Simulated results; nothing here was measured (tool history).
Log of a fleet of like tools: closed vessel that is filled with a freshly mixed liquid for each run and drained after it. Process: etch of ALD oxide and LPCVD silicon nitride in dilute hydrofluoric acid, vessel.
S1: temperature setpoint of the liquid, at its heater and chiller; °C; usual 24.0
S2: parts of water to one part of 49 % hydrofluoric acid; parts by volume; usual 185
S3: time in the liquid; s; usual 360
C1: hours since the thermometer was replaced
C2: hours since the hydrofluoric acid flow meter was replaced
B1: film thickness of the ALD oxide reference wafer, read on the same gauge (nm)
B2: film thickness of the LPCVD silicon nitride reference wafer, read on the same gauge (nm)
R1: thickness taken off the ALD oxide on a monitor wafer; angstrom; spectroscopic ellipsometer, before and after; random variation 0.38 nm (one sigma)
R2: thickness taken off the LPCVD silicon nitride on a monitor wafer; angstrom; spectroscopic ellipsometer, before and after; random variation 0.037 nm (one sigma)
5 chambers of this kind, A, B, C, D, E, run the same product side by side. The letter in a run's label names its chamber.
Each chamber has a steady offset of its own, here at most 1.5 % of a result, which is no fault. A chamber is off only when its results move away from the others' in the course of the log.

run 1A hour=9.2 | S1=24.0 S2=185 S3=360 | C1=397.4 C2=2274.6 | B1=80.006 B2=119.99 | R1=569.75 R2=9.4780
run 2B hour=23.9 | S1=24.0 S2=185 S3=360 | C1=1305.9 C2=573.9 | B1=79.972 B2=120.00 | R1=579.12 R2=10.3300
-- hour=30.8 chamber A: hydrofluoric acid flow meter replaced
run 3C hour=39.5 | S1=24.0 S2=185 S3=360 | C1=1108.4 C2=110.0 | B1=80.004 B2=120.00 | R1=569.32 R2=9.9392
run 4D hour=51.6 | S1=24.0 S2=185 S3=360 | C1=1285.9 C2=824.7 | B1=80.025 B2=120.01 | R1=579.08 R2=9.2609
run 5E hour=61.6 | S1=24.0 S2=185 S3=360 | C1=243.0 C2=542.0 | B1=80.058 B2=119.99 | R1=573.41 R2=10.1370
run 6B hour=75.5 | S1=24.0 S2=185 S3=360 | C1=1357.5 C2=625.5 | B1=80.034 B2=119.99 | R1=575.05 R2=8.9195
run 7E hour=83.8 | S1=24.0 S2=185 S3=360 | C1=265.2 C2=564.2 | B1=79.989 B2=120.00 | R1=567.20 R2=9.6372
run 8D hour=97.9 | S1=24.0 S2=245 S3=265 | C1=1332.2 C2=871.0 | B1=80.007 B2=120.00 | R1=304.27 R2=5.5906
run 9C hour=109.1 | S1=24.0 S2=245 S3=265 | C1=1178.0 C2=179.6 | B1=79.990 B2=120.02 | R1=293.99 R2=5.0508
run 10A hour=122.1 | S1=24.0 S2=245 S3=265 | C1=510.3 C2=91.3 | B1=80.035 B2=120.00 | R1=301.07 R2=5.5762
run 11A hour=132.7 | S1=24.0 S2=245 S3=265 | C1=520.9 C2=101.9 | B1=79.994 B2=120.00 | R1=301.73 R2=5.8293
run 12D hour=144.7 | S1=24.0 S2=245 S3=265 | C1=1379.0 C2=917.8 | B1=79.990 B2=120.00 | R1=298.51 R2=5.1890
run 13B hour=155.3 | S1=19.5 S2=185 S3=550 | C1=1437.3 C2=705.3 | B1=80.040 B2=119.99 | R1=740.87 R2=10.5300
run 14C hour=167.9 | S1=19.5 S2=185 S3=550 | C1=1236.8 C2=238.4 | B1=79.962 B2=120.00 | R1=710.99 R2=11.0920
run 15E hour=177.6 | S1=19.5 S2=185 S3=550 | C1=359.0 C2=658.0 | B1=79.981 B2=120.03 | R1=733.06 R2=10.5260
run 16E hour=188.8 | S1=19.5 S2=185 S3=550 | C1=370.2 C2=669.2 | B1=79.997 B2=119.98 | R1=729.29 R2=11.2580
run 17B hour=197.7 | S1=19.5 S2=185 S3=550 | C1=1479.7 C2=747.7 | B1=79.980 B2=119.99 | R1=737.97 R2=12.5950
run 18D hour=207.2 | S1=24.0 S2=185 S3=360 | C1=1441.5 C2=980.3 | B1=79.992 B2=120.00 | R1=579.66 R2=9.8190
run 19A hour=217.1 | S1=24.0 S2=155 S3=505 | C1=605.3 C2=186.3 | B1=80.014 B2=119.99 | R1=985.04 R2=15.7090
run 20C hour=228.2 | S1=24.0 S2=155 S3=505 | C1=1297.1 C2=298.7 | B1=80.002 B2=120.01 | R1=957.10 R2=15.4060
run 21B hour=239.1 | S1=24.0 S2=155 S3=505 | C1=1521.1 C2=789.1 | B1=80.035 B2=120.03 | R1=996.09 R2=17.3100
run 22E hour=251.5 | S1=24.0 S2=155 S3=505 | C1=432.9 C2=731.9 | B1=79.989 B2=120.00 | R1=970.80 R2=16.9050
run 23C hour=262.7 | S1=24.0 S2=155 S3=505 | C1=1331.6 C2=333.2 | B1=79.999 B2=120.00 | R1=938.75 R2=14.8940
run 24D hour=269.7 | S1=24.0 S2=185 S3=360 | C1=1504.0 C2=1042.8 | B1=80.030 B2=120.03 | R1=581.40 R2=10.4400
run 25A hour=277.3 | S1=24.0 S2=185 S3=360 | C1=665.5 C2=246.5 | B1=79.985 B2=120.03 | R1=569.97 R2=9.9693
-- hour=290.0 chamber D: thermometer replaced
run 26E hour=290.3 | S1=24.0 S2=185 S3=360 | C1=471.7 C2=770.7 | B1=79.991 B2=120.02 | R1=566.26 R2=9.7577
run 27B hour=302.5 | S1=24.0 S2=185 S3=360 | C1=1584.5 C2=852.5 | B1=79.987 B2=120.00 | R1=570.10 R2=9.8455
run 28D hour=311.1 | S1=20.5 S2=255 S3=360 | C1=21.1 C2=1084.2 | B1=80.012 B2=120.01 | R1=346.89 R2=5.6161
run 29A hour=318.0 | S1=20.5 S2=255 S3=360 | C1=706.2 C2=287.2 | B1=80.002 B2=120.00 | R1=340.15 R2=5.5791
run 30C hour=328.3 | S1=20.5 S2=255 S3=360 | C1=1397.2 C2=398.8 | B1=79.952 B2=120.02 | R1=322.14 R2=5.2709
-- hour=328.7 chamber B: thermometer replaced
run 31A hour=338.9 | S1=20.5 S2=255 S3=360 | C1=727.1 C2=308.1 | B1=80.022 B2=120.01 | R1=343.22 R2=5.4746
run 32D hour=351.4 | S1=20.5 S2=255 S3=360 | C1=61.4 C2=1124.5 | B1=79.971 B2=119.99 | R1=346.11 R2=6.0449
run 33B hour=363.4 | S1=24.0 S2=185 S3=545 | C1=34.7 C2=913.4 | B1=79.986 B2=120.00 | R1=873.89 R2=15.5150

What goes on in this fleet: one chamber off, a drifting gauge, or nothing beyond the chambers' own small offsets? Name the chamber and the cause, if any.

Chamber C drifts away from the others.
Cause: liquid colder than its thermometer reads (K) = 2.13.

Here are 4 candidates for chamber C's next run, each the usual settings with a change, their results left as question marks. Which one brings its results back in line with what the others give on the usual settings?
In line means no further than this from the other chambers' mean on the usual settings: R1 13.00 angstrom; R2 1.3000 angstrom
run 34C-1 hour=374.8 | S1=25.5 S2=195 S3=390 | R1=? R2=?
run 34C-2 hour=374.8 | S1=22.5 S2=175 S3=330 | R1=? R2=?
run 34C-3 hour=374.8 | S1=23.5 S2=185 S3=355 | R1=? R2=?
run 34C-4 hour=374.8 | S1=24.5 S2=185 S3=365 | R1=? R2=?

The other chambers' mean on the usual settings: R1 574.50 angstrom; R2 9.9240 angstrom
run=34C-1 R1=571.10 R2=9.8464
run=34C-2 R1=491.60 R2=7.6560
run=34C-3 R1=514.10 R2=8.3157
run=34C-4 R1=548.95 R2=9.1171
34C-1 brings the chamber back in line.
